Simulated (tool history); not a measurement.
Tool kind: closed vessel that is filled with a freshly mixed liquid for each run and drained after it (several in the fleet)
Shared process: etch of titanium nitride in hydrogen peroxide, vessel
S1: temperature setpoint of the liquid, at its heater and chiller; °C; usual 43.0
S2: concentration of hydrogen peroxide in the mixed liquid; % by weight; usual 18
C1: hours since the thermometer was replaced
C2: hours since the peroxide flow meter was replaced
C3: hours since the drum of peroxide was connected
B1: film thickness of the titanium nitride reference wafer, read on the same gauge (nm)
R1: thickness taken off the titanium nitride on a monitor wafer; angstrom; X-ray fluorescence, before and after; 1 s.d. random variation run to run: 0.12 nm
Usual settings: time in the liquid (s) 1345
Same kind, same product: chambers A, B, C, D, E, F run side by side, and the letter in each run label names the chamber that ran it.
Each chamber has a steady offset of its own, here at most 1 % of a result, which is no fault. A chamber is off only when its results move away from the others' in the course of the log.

Run 1F, day 0.362: usual settings; C1 1862.8; C2 586.4; C3 179.4; B1 80.003. Result: R1 194.640 angstrom.
Run 2E, day 0.721: usual settings; C1 1751.7; C2 495.1; C3 227.2; B1 79.977. Result: R1 196.510 angstrom.
Run 3C, day 0.908: usual settings; C1 665.1; C2 1115.1; C3 338.9; B1 80.016. Result: R1 196.550 angstrom.
Run 4A, day 1.225: usual settings; C1 330.1; C2 720.5; C3 346.7; B1 79.981. Result: R1 196.220 angstrom.
Run 5D, day 1.625: usual settings; C1 407.6; C2 985.8; C3 1437.0; B1 79.996. Result: R1 197.450 angstrom.
Run 6B, day 1.846: usual settings but S1 34.0 °C; C1 513.7; C2 495.3; C3 802.7; B1 79.980. Result: R1 97.893 angstrom.
Run 7E, day 2.104: usual settings but S1 34.0 °C; C1 1784.9; C2 528.3; C3 260.4; B1 80.016. Result: R1 99.210 angstrom.
At day 2.212: chamber D: new drum of peroxide connected.
Run 8F, day 2.367: usual settings but S1 34.0 °C; C1 1910.9; C2 634.5; C3 227.5; B1 79.973. Result: R1 94.685 angstrom.
Run 9C, day 2.721: usual settings but S1 34.0 °C; C1 708.6; C2 1158.6; C3 382.4; B1 79.999. Result: R1 97.976 angstrom.
Run 10D, day 3.071: usual settings but S1 34.0 °C; C1 442.3; C2 1020.5; C3 20.7; B1 79.990. Result: R1 97.864 angstrom.
Run 11A, day 3.383: usual settings but S1 34.0 °C; C1 381.9; C2 772.3; C3 398.5; B1 80.011. Result: R1 97.802 angstrom.
Run 12B, day 3.612: usual settings but S1 52.5 °C; C1 556.1; C2 537.7; C3 845.1; B1 79.988. Result: R1 389.920 angstrom.
Run 13E, day 3.938: usual settings but S1 52.5 °C; C1 1828.9; C2 572.3; C3 304.4; B1 80.033. Result: R1 393.670 angstrom.
Run 14C, day 4.171: usual settings but S1 52.5 °C; C1 743.4; C2 1193.4; C3 417.2; B1 79.965. Result: R1 393.280 angstrom.
Run 15A, day 4.508: usual settings but S1 52.5 °C; C1 408.9; C2 799.3; C3 425.5; B1 79.942. Result: R1 382.030 angstrom.
At day 4.612: chamber B: peroxide flow meter replaced.
Run 16F, day 4.700: usual settings but S1 52.5 °C; C1 1966.9; C2 690.5; C3 283.5; B1 80.033. Result: R1 395.250 angstrom.
Run 17B, day 5.012: usual settings but S1 52.5 °C; C1 589.7; C2 9.7; C3 878.7; B1 79.985. Result: R1 386.910 angstrom.
Run 18D, day 5.371: usual settings; C1 497.5; C2 1075.7; C3 75.9; B1 80.017. Result: R1 193.880 angstrom.
Run 19C, day 5.638: usual settings; C1 778.6; C2 1228.6; C3 452.4; B1 80.007. Result: R1 198.790 angstrom.
Run 20B, day 6.046: usual settings; C1 614.5; C2 34.5; C3 903.5; B1 79.997. Result: R1 193.070 angstrom.
Run 21E, day 6.362: usual settings; C1 1887.1; C2 630.5; C3 362.6; B1 80.022. Result: R1 197.600 angstrom.
Run 22A, day 6.762: usual settings; C1 463.0; C2 853.4; C3 479.6; B1 80.006. Result: R1 193.830 angstrom.
Run 23F, day 7.138: usual settings; C1 2025.4; C2 749.0; C3 342.0; B1 79.996. Result: R1 195.550 angstrom.
Run 24D, day 7.433: usual settings; C1 547.0; C2 1125.2; C3 125.4; B1 79.999. Result: R1 196.760 angstrom.
Run 25A, day 7.825: usual settings; C1 488.5; C2 878.9; C3 505.1; B1 79.988. Result: R1 190.050 angstrom.
Run 26B, day 8.221: usual settings; C1 666.7; C2 86.7; C3 955.7; B1 80.024. Result: R1 194.140 angstrom.
At day 8.371: chamber F: new drum of peroxide connected.
Run 27F, day 8.571: usual settings; C1 2059.8; C2 783.4; C3 4.9; B1 79.990. Result: R1 194.010 angstrom.
Run 28E, day 8.825: usual settings but S2 22 % by weight; C1 1946.2; C2 689.6; C3 421.7; B1 80.012. Result: R1 204.340 angstrom.
At day 9.067: chamber F: thermometer replaced.
Run 29C, day 9.129: usual settings but S2 22 % by weight; C1 862.4; C2 1312.4; C3 536.2; B1 79.997. Result: R1 204.470 angstrom.
Run 30D, day 9.508: usual settings but S2 22 % by weight; C1 596.8; C2 1175.0; C3 175.2; B1 79.983. Result: R1 204.280 angstrom.
Run 31C, day 9.758: usual settings but S2 22 % by weight; C1 877.5; C2 1327.5; C3 551.3; B1 80.013. Result: R1 203.990 angstrom.
Run 32A, day 10.067: usual settings but S2 22 % by weight; C1 542.3; C2 932.7; C3 558.9; B1 79.945. Result: R1 193.700 angstrom.
Run 33B, day 10.383: usual settings but S2 22 % by weight; C1 718.6; C2 138.6; C3 1007.6; B1 80.022. Result: R1 203.200 angstrom.
Run 34D, day 10.783: usual settings; C1 627.4; C2 1205.6; C3 205.8; B1 80.038. Result: R1 192.710 angstrom.
Run 35F, day 11.008: usual settings; C1 46.6; C2 841.9; C3 63.4; B1 79.970. Result: R1 197.130 angstrom.
Run 36E, day 11.267: usual settings; C1 2004.8; C2 748.2; C3 480.3; B1 80.063. Result: R1 195.660 angstrom.
Run 37D, day 11.533: usual settings; C1 645.4; C2 1223.6; C3 223.8; B1 79.970. Result: R1 194.810 angstrom.
Run 38F, day 11.946: usual settings; C1 69.1; C2 864.4; C3 85.9; B1 80.002. Result: R1 194.690 angstrom.
Run 39B, day 12.167: usual settings; C1 761.4; C2 181.4; C3 1050.4; B1 80.029. Result: R1 194.500 angstrom.
At day 12.312: chamber E: new drum of peroxide connected.
Run 40C, day 12.554: usual settings; C1 944.6; C2 1394.6; C3 618.4; B1 79.984. Result: R1 198.510 angstrom.
Run 41A, day 12.829: usual settings; C1 608.6; C2 999.0; C3 625.2; B1 80.018. Result: R1 183.140 angstrom.
Run 42E, day 13.088: usual settings; C1 2048.5; C2 791.9; C3 18.6; B1 79.983. Result: R1 197.220 angstrom.

Next, every chamber runs the same settings. What will each give?
Run 43A, day 13.388: usual settings but time in the liquid (s) 1875. Result: R1 ?.
Run 43B, day 13.388: usual settings but time in the liquid (s) 1875. Result: R1 ?.
Run 43C, day 13.388: usual settings but time in the liquid (s) 1875. Result: R1 ?.
Run 43D, day 13.388: usual settings but time in the liquid (s) 1875. Result: R1 ?.
Run 43E, day 13.388: usual settings but time in the liquid (s) 1875. Result: R1 ?.
Run 43F, day 13.388: usual settings but time in the liquid (s) 1875. Result: R1 ?.

run       R1
43A  255.000
43B  271.860
43C  277.330
43D  272.540
43E  275.590
43F  270.790
